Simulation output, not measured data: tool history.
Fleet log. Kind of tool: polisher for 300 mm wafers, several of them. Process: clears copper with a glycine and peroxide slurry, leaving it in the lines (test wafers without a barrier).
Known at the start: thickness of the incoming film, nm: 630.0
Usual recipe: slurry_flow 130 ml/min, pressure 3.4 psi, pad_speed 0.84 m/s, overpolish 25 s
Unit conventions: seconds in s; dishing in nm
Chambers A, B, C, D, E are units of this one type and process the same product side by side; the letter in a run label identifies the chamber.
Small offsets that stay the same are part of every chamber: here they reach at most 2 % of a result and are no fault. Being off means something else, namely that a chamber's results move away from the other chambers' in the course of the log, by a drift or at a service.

run   hour  slurry_flow  pressure  pad_speed  overpolish  seconds  dishing
 1E    3.6          130       3.4       0.84          25   101.98   64.753
 2B    8.4          130       3.4       0.84          25   98.192   63.309
 3D   14.1          130       3.4       0.84          25   99.723   68.355
      20.9  -- chamber B: worn pad replaced by a new one
 4A   21.1          130       3.4       0.84          25   100.77   66.412
 5C   25.3          130       3.4       0.84          25   99.934   64.603
 6B   32.3          130       3.4       0.84          25   99.726   65.801
      34.4  -- chamber C: worn pad replaced by a new one
 7A   39.1          130       3.4       0.84          25   99.687    66.29
 8D   42.8          130       3.4       0.84          25   100.95    66.83
 9E   46.3          130       3.4       0.84          25   101.78     63.5
10C   52.1          130       3.4       0.84          25   102.55   65.758
11C   58.3          130       3.4       0.84          25   101.71   63.412
12B   62.3          130       3.4       0.84          25   100.49   64.744
13E   68.4          130       3.4       0.84          25   99.278   64.005
14D   72.6          130       3.4       0.84          25   99.711   65.818
      75.2  -- chamber A: worn pad replaced by a new one
15A   77.9          130       3.4       0.84          25   101.82   64.963
16C   84.7          130       3.4       0.84          25   98.332   65.931
      85.6  -- chamber B: worn pad replaced by a new one
17A   90.2          130       3.4       0.84          25   101.28   66.663
18D   93.5          130       3.4       0.84          25   101.99   64.612
      95.1  -- chamber E: worn pad replaced by a new one
19B   99.9          130       3.4       0.84          25   102.36   64.325
20E  106.9          130       3.4       0.84          25   102.49   65.426
21B  111.9          130       3.4       0.84          25   99.377   65.866
22E  116.1          130       3.4       0.84          25   103.48   65.555
     118.5  -- chamber D: slurry nozzle cleaned
23C  119.2          130       3.4       0.84          25   100.11   63.922
24A    124          130       3.4       0.84          25   102.76   65.502
25D  129.8          130       3.4       0.84          25   107.45   66.043
26D  135.7          130       3.4       0.84          25   109.02   65.576
27B  140.4          130       3.4       0.84          31   100.29   74.731
28C  143.9          130       3.4       0.84          31   97.216   72.771
29E  149.5          130       3.4       0.84          31   98.185   73.198
     150.5  -- chamber B: worn pad replaced by a new one
30A  154.4          130       3.4       0.84          31   99.751   71.502
31C  161.5          130       3.4       0.84          31   101.74   71.808
     164.4  -- chamber E: slurry nozzle cleaned
32B  164.6          130       3.4       0.84          25    102.3   67.228
       165  -- chamber A: worn pad replaced by a new one
33A  171.3          130       3.4       0.84          25   99.656   63.116
     172.3  -- chamber B: slurry nozzle cleaned
34D  176.8          130       3.4       0.84          25   107.22   63.207
     179.2  -- chamber C: worn pad replaced by a new one
35E  180.7          130       3.4       0.84          25   102.12   63.742
36D  187.2          130       3.4       0.84          25   111.31   63.248
37E  192.7           90       3.4       0.84          25   111.46   62.521
38A  196.4           90       3.4       0.84          25   111.98   62.114
39B  201.9           90       3.4       0.84          25   106.15   62.801
40C  208.3           90       3.4       0.84          25   109.04   61.976
41A  211.3           90       3.4       0.84          25   113.04   63.754
42E  216.8          130       3.4       0.84          25   99.462   63.524

Next, every chamber runs the same settings. What will each give?
43A  221.9          130       3.4       0.84          33        ?        ?
43B  221.9          130       3.4       0.84          33        ?        ?
43C  221.9          130       3.4       0.84          33        ?        ?
43D  221.9          130       3.4       0.84          33        ?        ?
43E  221.9          130       3.4       0.84          33        ?        ?

run  seconds  dishing
43A   101.87   72.927
43B   98.982   72.213
43C   100.87   74.574
43D    113.5   69.687
43E    100.6   74.588
